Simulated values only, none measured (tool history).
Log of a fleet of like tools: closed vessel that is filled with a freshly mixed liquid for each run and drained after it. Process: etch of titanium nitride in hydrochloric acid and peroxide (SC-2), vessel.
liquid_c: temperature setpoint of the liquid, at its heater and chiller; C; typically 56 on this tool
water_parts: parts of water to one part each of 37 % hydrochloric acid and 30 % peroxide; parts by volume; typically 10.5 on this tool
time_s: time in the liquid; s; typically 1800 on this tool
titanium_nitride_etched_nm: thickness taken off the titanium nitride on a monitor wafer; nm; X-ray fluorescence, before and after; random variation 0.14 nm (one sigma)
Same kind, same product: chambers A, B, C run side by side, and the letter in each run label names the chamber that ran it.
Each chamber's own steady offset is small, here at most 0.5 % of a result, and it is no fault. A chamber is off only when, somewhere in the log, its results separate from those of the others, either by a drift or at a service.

| run | hour | liquid_c | water_parts | time_s | hours since the thermometer was replaced | hours since the chemicals flow meter was replaced | hours since the drum of peroxide was connected | read-back film thickness of the titanium nitride reference wafer, read on the same gauge (nm) | titanium_nitride_etched_nm |
|---|---|---|---|---|---|---|---|---|---|
| 1C | 2.8 | 56 | 10.5 | 1800 | 329.4 | 530.7 | 538 | 80.022 | 37.388 |
| 2B | 6.8 | 56 | 10.5 | 1800 | 1856.7 | 1195.1 | 576.6 | 79.996 | 37.234 |
| 3A | 10.3 | 56 | 10.5 | 1800 | 69.3 | 2146 | 985.2 | 80.037 | 37.113 |
| 4B | 14.8 | 56 | 10.5 | 1800 | 1864.7 | 1203.1 | 584.6 | 79.961 | 37.015 |
| 5C | 18.6 | 56 | 10.5 | 1800 | 345.2 | 546.5 | 553.8 | 80.006 | 37.012 |
| 6A | 22.7 | 56 | 10.5 | 1800 | 81.7 | 2158.4 | 997.6 | 79.993 | 37.143 |
| 7A | 25.2 | 56 | 10.5 | 1800 | 84.2 | 2160.9 | 1000.1 | 80.004 | 37.137 |
| 8B | 29.9 | 56 | 10.5 | 1800 | 1879.8 | 1218.2 | 599.7 | 80.009 | 36.907 |
| 9C | 32.9 | 56 | 10.5 | 1800 | 359.5 | 560.8 | 568.1 | 79.987 | 36.764 |
| 10A | 35.5 | 56 | 10.5 | 1800 | 94.5 | 2171.2 | 1010.4 | 80.011 | 37.201 |
| 11B | 37.9 | 56 | 10.5 | 1800 | 1887.8 | 1226.2 | 607.7 | 80.017 | 36.768 |
| 12C | 40.4 | 56 | 10.5 | 1800 | 367 | 568.3 | 575.6 | 79.999 | 36.815 |
| 13A | 45.2 | 56 | 10.5 | 1800 | 104.2 | 2180.9 | 1020.1 | 79.982 | 37.385 |
| 14C | 48.4 | 56 | 10.5 | 1800 | 375 | 576.3 | 583.6 | 80.015 | 36.554 |
| 15B | 50.5 | 56 | 10.5 | 1800 | 1900.4 | 1238.8 | 620.3 | 80.036 | 37.047 |
| 16B | 54.9 | 56 | 10.5 | 1800 | 1904.8 | 1243.2 | 624.7 | 79.966 | 36.916 |
|  | 55 | chamber B: chemicals flow meter replaced |
| 17C | 58.7 | 56 | 10.5 | 1800 | 385.3 | 586.6 | 593.9 | 80.009 | 36.679 |
| 18A | 62.4 | 56 | 10.5 | 1800 | 121.4 | 2198.1 | 1037.3 | 79.977 | 37.115 |
| 19A | 64.6 | 56 | 14 | 1800 | 123.6 | 2200.3 | 1039.5 | 79.994 | 29.18 |
|  | 65.9 | chamber B: new drum of peroxide connected |
| 20C | 66.9 | 56 | 14 | 1800 | 393.5 | 594.8 | 602.1 | 80.013 | 28.352 |
|  | 68 | chamber A: new drum of peroxide connected |
| 21B | 71.5 | 56 | 14 | 1800 | 1921.4 | 16.6 | 5.7 | 79.99 | 28.725 |
| 22A | 73.7 | 56 | 10.5 | 1800 | 132.7 | 2209.4 | 5.8 | 80.024 | 37.104 |
| 23B | 75.8 | 56 | 10.5 | 1800 | 1925.7 | 20.9 | 10 | 79.957 | 37.018 |
|  | 76.1 | chamber B: thermometer replaced |
| 24C | 80 | 56 | 10.5 | 1800 | 406.6 | 607.9 | 615.2 | 80 | 36.287 |
| 25C | 84.6 | 56 | 10.5 | 1800 | 411.2 | 612.5 | 619.8 | 79.989 | 36.201 |
| 26B | 88.9 | 56 | 10.5 | 1800 | 12.9 | 34 | 23.1 | 79.999 | 37.085 |
| 27A | 93.6 | 56 | 10.5 | 1800 | 152.6 | 2229.3 | 25.7 | 79.964 | 37.171 |
| 28C | 96 | 56 | 10.5 | 1800 | 422.6 | 623.9 | 631.2 | 80.018 | 36.208 |
| 29B | 99.6 | 56 | 10.5 | 1800 | 23.6 | 44.7 | 33.8 | 80.002 | 37.009 |
| 30A | 103.2 | 56 | 10.5 | 1800 | 162.2 | 2238.9 | 35.3 | 79.98 | 37.262 |
| 31C | 105.7 | 56 | 10.5 | 1800 | 432.3 | 633.6 | 640.9 | 79.983 | 35.818 |
| 32A | 109.7 | 56 | 10.5 | 1800 | 168.7 | 2245.4 | 41.8 | 79.981 | 37.328 |
| 33B | 114 | 56 | 10.5 | 1800 | 38 | 59.1 | 48.2 | 79.975 | 37.093 |
| 34B | 116.4 | 56 | 10.5 | 1800 | 40.4 | 61.5 | 50.6 | 80.012 | 37.172 |

Next, all 3 chambers run the settings below, one line each with question marks for the results. What does each chamber give?
| 35A | 119.8 | 56 | 13.5 | 1800 |  |  |  |  | ? |
| 35B | 119.8 | 56 | 13.5 | 1800 |  |  |  |  | ? |
| 35C | 119.8 | 56 | 13.5 | 1800 |  |  |  |  | ? |

| run | titanium_nitride_etched_nm |
|---|---|
| 35A | 30.151 |
| 35B | 29.908 |
| 35C | 28.765 |

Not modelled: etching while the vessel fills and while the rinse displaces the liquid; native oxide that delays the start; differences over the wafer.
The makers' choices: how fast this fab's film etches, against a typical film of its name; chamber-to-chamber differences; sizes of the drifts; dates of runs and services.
